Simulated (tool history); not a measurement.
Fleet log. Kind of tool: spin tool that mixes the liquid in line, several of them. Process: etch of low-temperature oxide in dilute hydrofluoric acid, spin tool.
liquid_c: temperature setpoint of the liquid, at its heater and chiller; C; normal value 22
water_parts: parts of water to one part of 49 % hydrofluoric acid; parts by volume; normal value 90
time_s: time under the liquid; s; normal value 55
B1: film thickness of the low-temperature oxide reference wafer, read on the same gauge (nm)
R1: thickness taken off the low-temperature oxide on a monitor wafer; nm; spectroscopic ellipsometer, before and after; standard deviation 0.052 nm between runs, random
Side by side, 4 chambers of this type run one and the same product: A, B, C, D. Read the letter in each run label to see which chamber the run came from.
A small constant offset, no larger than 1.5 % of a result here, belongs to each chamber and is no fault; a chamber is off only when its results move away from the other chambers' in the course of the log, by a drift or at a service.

run 1D hour=5.2 | liquid_c=22 water_parts=90 time_s=55 | B1=130.02 | R1=12.343
run 2A hour=12 | liquid_c=22 water_parts=90 time_s=55 | B1=129.97 | R1=12.427
run 3C hour=17.9 | liquid_c=22 water_parts=90 time_s=55 | B1=130.03 | R1=12.301
run 4B hour=25 | liquid_c=22 water_parts=90 time_s=55 | B1=129.96 | R1=12.346
run 5D hour=32.3 | liquid_c=22 water_parts=90 time_s=55 | B1=129.99 | R1=12.39
run 6C hour=38.6 | liquid_c=22 water_parts=90 time_s=40 | B1=129.97 | R1=8.9934
run 7B hour=43.7 | liquid_c=22 water_parts=90 time_s=40 | B1=130.02 | R1=8.9296
run 8A hour=51.8 | liquid_c=22 water_parts=90 time_s=40 | B1=129.98 | R1=9.0042
run 9A hour=59.7 | liquid_c=22 water_parts=90 time_s=40 | B1=130.04 | R1=9.0062
run 10D hour=67.8 | liquid_c=22 water_parts=90 time_s=55 | B1=130.01 | R1=12.454
run 11C hour=74.7 | liquid_c=22 water_parts=90 time_s=55 | B1=130.01 | R1=12.459
run 12B hour=80.6 | liquid_c=22 water_parts=90 time_s=55 | B1=130.05 | R1=12.179
run 13B hour=86.4 | liquid_c=22 water_parts=90 time_s=55 | B1=130 | R1=12.305
run 14C hour=93.3 | liquid_c=22 water_parts=125 time_s=25 | B1=129.97 | R1=3.8872
run 15D hour=100.2 | liquid_c=22 water_parts=125 time_s=25 | B1=129.98 | R1=3.9151
run 16A hour=106.2 | liquid_c=22 water_parts=125 time_s=25 | B1=130 | R1=3.9113
run 17A hour=112.8 | liquid_c=22 water_parts=125 time_s=25 | B1=130.04 | R1=3.9201
run 18C hour=121 | liquid_c=22 water_parts=90 time_s=55 | B1=130.04 | R1=12.324
run 19B hour=126.6 | liquid_c=22 water_parts=90 time_s=45 | B1=130.03 | R1=9.9867
run 20D hour=133.1 | liquid_c=22 water_parts=90 time_s=45 | B1=129.95 | R1=10.249
run 21B hour=137.7 | liquid_c=22 water_parts=90 time_s=45 | B1=129.99 | R1=10.031
run 22A hour=146.1 | liquid_c=22 water_parts=90 time_s=45 | B1=130.03 | R1=10.275
run 23C hour=151.7 | liquid_c=22 water_parts=90 time_s=55 | B1=129.98 | R1=12.407
run 24D hour=160 | liquid_c=22 water_parts=90 time_s=55 | B1=130.04 | R1=12.618
run 25C hour=164.8 | liquid_c=22 water_parts=90 time_s=55 | B1=130.01 | R1=12.304
run 26A hour=171.4 | liquid_c=22 water_parts=90 time_s=55 | B1=130.01 | R1=12.469
run 27D hour=179.5 | liquid_c=22 water_parts=55 time_s=90 | B1=129.98 | R1=35.624
-- hour=181.4 chamber B: hydrofluoric acid flow meter replaced
run 28B hour=187.6 | liquid_c=22 water_parts=55 time_s=90 | B1=129.98 | R1=34.487
run 29C hour=191.3 | liquid_c=22 water_parts=55 time_s=90 | B1=130 | R1=34.858
run 30B hour=197.2 | liquid_c=22 water_parts=55 time_s=90 | B1=129.96 | R1=34.291
run 31D hour=202.8 | liquid_c=22 water_parts=90 time_s=90 | B1=129.99 | R1=20.691
run 32A hour=209.7 | liquid_c=22 water_parts=90 time_s=90 | B1=130.01 | R1=20.431
run 33B hour=215.5 | liquid_c=22 water_parts=90 time_s=90 | B1=129.99 | R1=19.958
run 34D hour=221.6 | liquid_c=22 water_parts=90 time_s=90 | B1=129.98 | R1=20.934
run 35A hour=229.7 | liquid_c=22 water_parts=90 time_s=55 | B1=130.03 | R1=12.461
run 36C hour=235.9 | liquid_c=22 water_parts=90 time_s=55 | B1=130.04 | R1=12.407
-- hour=238 chamber B: thermometer replaced
run 37C hour=243.3 | liquid_c=22 water_parts=90 time_s=55 | B1=130.01 | R1=12.311
run 38B hour=249.8 | liquid_c=22 water_parts=90 time_s=55 | B1=129.99 | R1=12.186
run 39D hour=254.6 | liquid_c=22 water_parts=90 time_s=55 | B1=130.04 | R1=12.789
run 40A hour=259.7 | liquid_c=22 water_parts=90 time_s=85 | B1=130.01 | R1=19.223
run 41D hour=266.7 | liquid_c=22 water_parts=90 time_s=85 | B1=130.06 | R1=19.765
run 42B hour=270.9 | liquid_c=22 water_parts=90 time_s=85 | B1=130.02 | R1=18.812
run 43A hour=276.4 | liquid_c=22 water_parts=90 time_s=85 | B1=130.01 | R1=19.323
run 44C hour=284.7 | liquid_c=22 water_parts=90 time_s=55 | B1=130.01 | R1=12.329

Which is it: a chamber that has drifted or been left off by a service, a gauge drift common to all chambers, or only each chamber's usual small offset? If a chamber is off, name it and its likeliest cause.

Chamber D drifts away from the others.
Most likely cause: liquid hotter than its thermometer reads (K) = 1.14.
It could be hard to tell apart here from: hydrofluoric acid flow above the setpoint (%).

Below are 4 candidate recipes for chamber D's next run, each the usual settings with a change, their results shown as question marks. Which of them brings D's results back in line with what the other chambers give on the usual settings?
Allowed miss from the other chambers' usual-settings mean, per result, to count as in line: R1 0.18 nm
run 45D-1 hour=290.9 | liquid_c=21 water_parts=90 time_s=55 | R1=?
run 45D-2 hour=290.9 | liquid_c=24.5 water_parts=90 time_s=55 | R1=?
run 45D-3 hour=290.9 | liquid_c=23 water_parts=90 time_s=55 | R1=?
run 45D-4 hour=290.9 | liquid_c=22 water_parts=90 time_s=50 | R1=?

Other chambers, usual settings, mean: R1 12.341 nm
run=45D-1 R1=12.43
run=45D-2 R1=14.278
run=45D-3 R1=13.46
run=45D-4 R1=11.761
With 45D-1, the chamber falls back in line with the rest.

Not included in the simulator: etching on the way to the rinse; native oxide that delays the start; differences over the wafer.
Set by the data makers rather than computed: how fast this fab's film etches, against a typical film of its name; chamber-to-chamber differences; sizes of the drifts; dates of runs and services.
